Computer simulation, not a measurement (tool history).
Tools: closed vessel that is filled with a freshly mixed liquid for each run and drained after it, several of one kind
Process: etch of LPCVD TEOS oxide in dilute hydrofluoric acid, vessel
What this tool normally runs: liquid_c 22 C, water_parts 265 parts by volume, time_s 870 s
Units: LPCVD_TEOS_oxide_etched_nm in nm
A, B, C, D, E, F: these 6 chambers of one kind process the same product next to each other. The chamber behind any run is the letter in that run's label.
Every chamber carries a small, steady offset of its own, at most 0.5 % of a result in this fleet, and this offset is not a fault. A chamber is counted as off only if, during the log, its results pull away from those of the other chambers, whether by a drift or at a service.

run,day,liquid_c,water_parts,time_s,"read-back film thickness of the LPCVD TEOS oxide reference wafer, read on the same gauge (nm)",LPCVD_TEOS_oxide_etched_nm
1D,0.238,22,265,870,129.98,43.170
2B,0.592,22,265,870,129.98,42.805
3A,0.862,22,265,870,130.04,43.111
4F,1.221,22,265,870,129.99,42.834
5E,1.579,22,265,870,130.01,42.752
6C,1.908,22,265,870,130.03,42.837
7C,2.212,22,265,870,129.97,43.280
8A,2.392,22,265,870,129.97,42.759
9D,2.667,22,265,870,130.00,42.877
10E,2.896,22,265,870,129.97,42.945
11F,3.292,22,265,870,129.96,43.111
12B,3.667,22,265,870,130.03,43.095
13C,3.950,22,265,870,130.01,43.133
14A,4.238,22,265,870,129.99,42.873
15E,4.521,22,265,870,129.99,42.598
16F,4.808,22,265,870,130.04,42.619
17D,5.067,22,360,870,130.00,28.728
18B,5.329,22,360,870,130.06,28.621
19B,5.579,22,360,870,130.01,28.971
# day 5.858: chamber C: thermometer replaced
20E,5.875,22,360,870,130.00,28.816
# day 6.017: chamber D: hydrofluoric acid flow meter replaced
21F,6.092,22,360,870,130.03,28.497
22D,6.308,22,360,870,130.04,28.993
23C,6.658,22,265,870,130.01,42.907
24A,7.033,22,265,870,129.96,42.617
25A,7.262,22,265,870,129.98,42.974
26E,7.450,22,265,870,130.04,42.681
# day 7.588: chamber A: hydrofluoric acid flow meter replaced
27B,7.704,22,265,870,129.95,42.634
28F,7.992,22,265,870,130.00,42.913
29D,8.171,22,265,870,130.03,43.065
30C,8.371,22,265,870,130.02,43.129
31A,8.762,22,265,870,129.99,42.932
32C,8.946,22,265,870,129.98,42.720
33B,9.154,22,265,870,130.01,42.938
34D,9.500,22,265,870,129.98,42.969
35F,9.833,22,265,870,130.02,42.471
36E,10.075,22,265,870,129.96,42.929
37E,10.283,22,265,870,129.99,43.084
38A,10.508,22,265,870,129.98,42.508
39D,10.804,22,265,870,129.99,42.979
40C,10.988,22,265,870,130.00,43.296
41B,11.221,22,265,870,130.01,42.414
42F,11.408,22,265,870,129.97,43.293
43C,11.638,22,265,870,130.01,42.640

One chamber off, gauge drift, or nothing amiss beyond the chambers' own small offsets? If it is a chamber, which one, and what is the likeliest cause?

Nothing is wrong: each chamber keeps only its own small, steady offset and the gauge holds still.
